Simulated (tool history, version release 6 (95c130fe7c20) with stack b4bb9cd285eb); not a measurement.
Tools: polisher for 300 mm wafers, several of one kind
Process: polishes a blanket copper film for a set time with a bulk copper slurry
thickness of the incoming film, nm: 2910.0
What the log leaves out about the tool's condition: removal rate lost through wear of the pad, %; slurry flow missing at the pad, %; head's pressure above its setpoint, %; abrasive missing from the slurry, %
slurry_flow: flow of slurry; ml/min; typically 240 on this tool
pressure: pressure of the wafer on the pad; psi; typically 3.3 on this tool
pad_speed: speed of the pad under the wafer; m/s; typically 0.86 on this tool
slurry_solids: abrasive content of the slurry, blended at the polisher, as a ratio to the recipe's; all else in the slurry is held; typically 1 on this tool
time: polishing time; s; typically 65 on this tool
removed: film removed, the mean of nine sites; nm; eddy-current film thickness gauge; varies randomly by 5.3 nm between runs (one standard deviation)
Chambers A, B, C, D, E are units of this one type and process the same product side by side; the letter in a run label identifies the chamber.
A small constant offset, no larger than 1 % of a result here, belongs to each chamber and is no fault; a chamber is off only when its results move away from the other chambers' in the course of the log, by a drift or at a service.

run	hour	slurry_flow	pressure	pad_speed	slurry_solids	time	wafers polished on this pad	hours since the slurry nozzle was cleaned	hours since the head pressure was calibrated	hours since the slurry blender was calibrated	removed
1C	4.9	240	3.3	0.86	1	65	160	266.1	797.7	141.8	498.47
2D	8.6	240	3.3	0.86	1	65	218	304.3	1040.8	119.6	485.1
# hour 10.8: chamber B: worn pad replaced by a new one
3A	12.5	240	3.3	0.86	1	65	466	47.8	827.8	377	504.83
# hour 13.2: chamber A: slurry blender recalibrated
4E	17.1	240	3.3	0.86	1	65	554	29.1	529.2	133.7	496.28
# hour 20.8: chamber E: slurry blender recalibrated
5B	22.8	240	3.3	0.86	1	65	71	595.8	181	96.2	496.55
6D	28.6	240	3.3	0.86	1	65	336	324.3	1060.8	139.6	495.51
# hour 34.9: chamber E: worn pad replaced by a new one
7B	36	170	2.7	0.86	1	65	149	609	194.2	109.4	388.62
8E	44.1	170	2.7	0.86	1	65	54	56.1	556.2	23.4	385.97
9A	51.8	170	2.7	0.86	1	65	699	87.1	867.1	38.6	383.05
10C	55.5	170	2.7	0.86	1	65	460	316.7	848.3	192.4	386.32
11D	62.8	170	2.7	0.86	1	65	539	358.5	1095	173.8	377.41
12C	68	240	3.3	0.86	1	65	534	329.2	860.8	204.9	503.4
13A	73.2	240	3.3	0.86	1	65	825	108.5	888.5	60	500.24
# hour 73.3: chamber C: worn pad replaced by a new one
14E	79.5	240	3.3	0.86	1	65	264	91.5	591.6	58.8	498.11
15B	84.2	240	3.3	0.86	1	65	434	657.2	242.4	157.6	493.26
# hour 88.4: chamber D: head pressure recalibrated
16C	90.4	240	3.3	0.86	1	65	101	351.6	883.2	227.3	495.71
17B	98.2	240	3.3	0.86	1	65	517	671.2	256.4	171.6	512.36
# hour 98.4: chamber C: slurry nozzle cleaned
# hour 103.9: chamber C: slurry blender recalibrated
# hour 105.5: chamber A: worn pad replaced by a new one
18E	106.2	240	3.3	0.86	1	65	422	118.2	618.3	85.5	504.4
19D	110.4	240	3.3	0.86	1	65	820	406.1	22	221.4	475.22
# hour 113.9: chamber B: slurry blender recalibrated
20A	115.9	240	3.3	0.86	1	65	62	151.2	931.2	102.7	500.34
21A	123.6	240	3.3	0.86	1	65	107	158.9	938.9	110.4	505.94
22E	131.8	240	3.3	0.86	1	65	573	143.8	643.9	111.1	505.07
# hour 138.3: chamber A: head pressure recalibrated
23C	138.3	240	3.3	0.86	0.75	65	384	40	931.1	34.5	470.82
# hour 140.5: chamber E: worn pad replaced by a new one
# hour 143.1: chamber E: slurry blender recalibrated
24D	144.3	240	3.3	0.86	0.75	65	1021	440	55.9	255.3	433.45
25B	151.3	240	3.3	0.86	0.75	65	831	724.3	309.5	37.4	463.75
# hour 157.8: chamber C: worn pad replaced by a new one
26D	158.6	240	3.3	0.86	0.75	65	1106	454.3	70.2	269.6	434.44
27B	166.3	240	3.3	0.86	0.75	65	920	739.3	324.5	52.4	469.78
28A	169.9	240	2.6	0.86	1.1	65	381	205.2	31.6	156.7	397.96
29C	177.6	240	2.6	0.86	1.1	65	117	79.3	970.4	73.8	399.28
30E	184.3	240	2.6	0.86	1.1	65	259	196.3	696.4	41.2	404.35
31A	192	240	2.6	0.86	1.1	65	512	227.3	53.7	178.8	397.59
32D	195.7	240	2.6	0.86	1.1	65	1325	491.4	107.3	306.7	369.4
33C	201.4	240	3.3	0.86	1	65	258	103.1	994.2	97.6	500.84
34B	205.8	240	3.3	0.86	1	65	1153	778.8	364	91.9	506.04
# hour 210.7: chamber D: slurry blender recalibrated
35E	214.1	240	3.3	0.86	1	65	435	226.1	726.2	71	493.85
# hour 216.4: chamber B: worn pad replaced by a new one
36D	221.2	240	3.3	0.86	1	65	1476	516.9	132.8	10.5	445.18
37C	228.4	240	3.3	0.86	1	65	418	130.1	1021.2	124.6	509.11
38B	235.9	190	3.3	0.86	1	72	115	808.9	394.1	122	545.11

Does one chamber stand apart from the rest, does the shared gauge drift, or is all well apart from small per-chamber offsets? Give the chamber and the most likely cause, where there is one.

It is chamber D that slowly wanders off from its peers.
Cause: removal rate lost through wear of the pad, % = 11.9.

Here are 4 candidates for chamber D's next run, each the usual settings with a change, their results left as question marks. Which one brings its results back in line with what the others give on the usual settings?
In-line tolerance around the mean of the other chambers on the usual settings: removed 18 nm
39D-1	241.8	235	3.3	0.76	1	65					?
39D-2	241.8	240	3.2	0.84	1	64					?
39D-3	241.8	240	3.4	0.9	1	68					?
39D-4	241.8	240	3.4	0.86	1	67					?

On the usual settings, the other chambers give on average: removed 498.55 nm
run	removed
39D-1	386.55
39D-2	408.97
39D-3	494.14
39D-4	465.28
With 39D-3, the chamber falls back in line with the rest.
